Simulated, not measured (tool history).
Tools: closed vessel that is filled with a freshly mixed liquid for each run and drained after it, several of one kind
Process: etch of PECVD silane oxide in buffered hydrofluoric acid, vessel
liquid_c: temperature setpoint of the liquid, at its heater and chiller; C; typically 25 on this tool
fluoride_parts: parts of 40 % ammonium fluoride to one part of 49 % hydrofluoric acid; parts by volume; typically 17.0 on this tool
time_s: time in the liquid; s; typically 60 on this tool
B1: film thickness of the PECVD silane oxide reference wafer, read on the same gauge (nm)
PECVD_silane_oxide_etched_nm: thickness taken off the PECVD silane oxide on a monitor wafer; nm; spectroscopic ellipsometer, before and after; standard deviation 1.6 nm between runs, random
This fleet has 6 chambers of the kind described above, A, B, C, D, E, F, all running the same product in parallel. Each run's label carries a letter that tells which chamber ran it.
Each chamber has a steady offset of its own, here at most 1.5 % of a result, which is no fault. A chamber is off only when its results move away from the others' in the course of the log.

Run 1B, day 0.550: usual settings; B1 60.002. Result: PECVD_silane_oxide_etched_nm 193.22 nm.
Run 2F, day 0.904: usual settings; B1 60.008. Result: PECVD_silane_oxide_etched_nm 191.43 nm.
At day 1.271: chamber F: hydrofluoric acid flow meter replaced.
Run 3A, day 1.354: usual settings; B1 60.018. Result: PECVD_silane_oxide_etched_nm 187.58 nm.
Run 4C, day 1.908: usual settings; B1 59.996. Result: PECVD_silane_oxide_etched_nm 190.25 nm.
Run 5E, day 2.162: usual settings; B1 60.010. Result: PECVD_silane_oxide_etched_nm 195.36 nm.
Run 6D, day 2.438: usual settings but fluoride_parts 12.0 parts by volume; B1 60.000. Result: PECVD_silane_oxide_etched_nm 265.86 nm.
Run 7A, day 2.738: usual settings but fluoride_parts 12.0 parts by volume; B1 59.978. Result: PECVD_silane_oxide_etched_nm 267.59 nm.
Run 8C, day 3.208: usual settings but fluoride_parts 12.0 parts by volume; B1 59.988. Result: PECVD_silane_oxide_etched_nm 268.89 nm.
Run 9B, day 3.600: usual settings but fluoride_parts 12.0 parts by volume; B1 60.008. Result: PECVD_silane_oxide_etched_nm 269.54 nm.
Run 10F, day 3.904: usual settings but fluoride_parts 12.0 parts by volume; B1 59.996. Result: PECVD_silane_oxide_etched_nm 269.57 nm.
Run 11D, day 4.342: usual settings but fluoride_parts 12.0 parts by volume; B1 60.006. Result: PECVD_silane_oxide_etched_nm 273.29 nm.
Run 12E, day 4.846: usual settings; B1 59.999. Result: PECVD_silane_oxide_etched_nm 193.95 nm.
Run 13D, day 5.242: usual settings; B1 60.001. Result: PECVD_silane_oxide_etched_nm 192.12 nm.
Run 14A, day 5.492: usual settings but fluoride_parts 14.0 parts by volume; B1 60.003. Result: PECVD_silane_oxide_etched_nm 227.66 nm.
Run 15F, day 5.958: usual settings but fluoride_parts 14.0 parts by volume; B1 60.009. Result: PECVD_silane_oxide_etched_nm 235.14 nm.
Run 16B, day 6.292: usual settings but fluoride_parts 14.0 parts by volume; B1 59.991. Result: PECVD_silane_oxide_etched_nm 226.28 nm.
Run 17E, day 6.571: usual settings but fluoride_parts 14.0 parts by volume; B1 59.998. Result: PECVD_silane_oxide_etched_nm 233.60 nm.
Run 18C, day 6.812: usual settings but fluoride_parts 14.0 parts by volume; B1 59.975. Result: PECVD_silane_oxide_etched_nm 232.18 nm.
Run 19C, day 7.338: usual settings but fluoride_parts 14.0 parts by volume; B1 59.989. Result: PECVD_silane_oxide_etched_nm 232.61 nm.
Run 20A, day 7.704: usual settings; B1 60.019. Result: PECVD_silane_oxide_etched_nm 189.51 nm.
Run 21B, day 7.950: usual settings but fluoride_parts 20.5 parts by volume; B1 59.998. Result: PECVD_silane_oxide_etched_nm 160.12 nm.
Run 22D, day 8.338: usual settings but fluoride_parts 20.5 parts by volume; B1 60.009. Result: PECVD_silane_oxide_etched_nm 160.31 nm.
Run 23F, day 8.679: usual settings but fluoride_parts 20.5 parts by volume; B1 59.986. Result: PECVD_silane_oxide_etched_nm 161.27 nm.
Run 24E, day 8.921: usual settings but fluoride_parts 20.5 parts by volume; B1 59.990. Result: PECVD_silane_oxide_etched_nm 159.20 nm.
At day 9.004: chamber B: hydrofluoric acid flow meter replaced.
Run 25C, day 9.162: usual settings but fluoride_parts 20.5 parts by volume; B1 59.988. Result: PECVD_silane_oxide_etched_nm 159.27 nm.
Run 26E, day 9.667: usual settings but fluoride_parts 20.5 parts by volume; B1 60.010. Result: PECVD_silane_oxide_etched_nm 160.89 nm.
Run 27A, day 9.946: usual settings; B1 60.000. Result: PECVD_silane_oxide_etched_nm 190.66 nm.
Run 28B, day 10.300: usual settings; B1 59.995. Result: PECVD_silane_oxide_etched_nm 190.55 nm.
At day 10.621: chamber E: hydrofluoric acid flow meter replaced.
Run 29D, day 10.725: usual settings; B1 59.987. Result: PECVD_silane_oxide_etched_nm 196.43 nm.
Run 30F, day 11.208: usual settings but liquid_c 22 C, fluoride_parts 15.0 parts by volume; B1 59.972. Result: PECVD_silane_oxide_etched_nm 182.55 nm.
Run 31C, day 11.550: usual settings but liquid_c 22 C, fluoride_parts 15.0 parts by volume; B1 60.015. Result: PECVD_silane_oxide_etched_nm 182.86 nm.
Run 32B, day 11.962: usual settings but liquid_c 22 C, fluoride_parts 15.0 parts by volume; B1 60.010. Result: PECVD_silane_oxide_etched_nm 183.75 nm.
Run 33D, day 12.317: usual settings but liquid_c 22 C, fluoride_parts 15.0 parts by volume; B1 59.996. Result: PECVD_silane_oxide_etched_nm 190.79 nm.
Run 34F, day 12.562: usual settings but liquid_c 22 C, fluoride_parts 15.0 parts by volume; B1 59.989. Result: PECVD_silane_oxide_etched_nm 185.32 nm.
Run 35A, day 12.958: usual settings but liquid_c 22 C, fluoride_parts 15.0 parts by volume; B1 59.981. Result: PECVD_silane_oxide_etched_nm 180.28 nm.
Run 36E, day 13.317: usual settings; B1 59.992. Result: PECVD_silane_oxide_etched_nm 190.26 nm.
Run 37C, day 13.704: usual settings; B1 59.997. Result: PECVD_silane_oxide_etched_nm 189.94 nm.
Run 38E, day 14.038: usual settings but time_s 80 s; B1 60.012. Result: PECVD_silane_oxide_etched_nm 256.76 nm.
Run 39A, day 14.583: usual settings but time_s 80 s; B1 59.988. Result: PECVD_silane_oxide_etched_nm 250.78 nm.
Run 40F, day 14.942: usual settings but time_s 80 s; B1 60.005. Result: PECVD_silane_oxide_etched_nm 256.15 nm.
Run 41B, day 15.346: usual settings but time_s 80 s; B1 59.995. Result: PECVD_silane_oxide_etched_nm 257.22 nm.

Has any chamber moved away from the others, gradually or after a service, or does the common gauge drift, or do the chambers differ only by their own small steady offsets? State the chamber and the most likely cause if one applies.

It is chamber D that slowly wanders off from its peers.
Cause: hydrofluoric acid flow above the setpoint (%) = 6.67.
The log may not tell that from: liquid hotter than its thermometer reads (K).

Which of the 4 candidates below, each the usual settings with something changed and its results left as question marks, puts chamber D back in line with what the other chambers give on the usual settings?
A result is in line if it is within this distance of the other chambers' mean on the usual settings: PECVD_silane_oxide_etched_nm 5.60 nm
Run 42D-1, day 15.746: usual settings but liquid_c 25.5 C, fluoride_parts 16.5 parts by volume. Result: PECVD_silane_oxide_etched_nm ?.
Run 42D-2, day 15.746: usual settings but fluoride_parts 17.5 parts by volume, time_s 55 s. Result: PECVD_silane_oxide_etched_nm ?.
Run 42D-3, day 15.746: usual settings but liquid_c 24.5 C, fluoride_parts 17.5 parts by volume. Result: PECVD_silane_oxide_etched_nm ?.
Run 42D-4, day 15.746: usual settings but fluoride_parts 16.5 parts by volume, time_s 65 s. Result: PECVD_silane_oxide_etched_nm ?.

On the usual settings, the other chambers give on average: PECVD_silane_oxide_etched_nm 190.75 nm
  run  PECVD_silane_oxide_etched_nm
42D-1                        213.61
42D-2                        179.71
42D-3                        190.79
42D-4                        225.22
Change 42D-3 lands the chamber within the allowed miss of the other chambers.
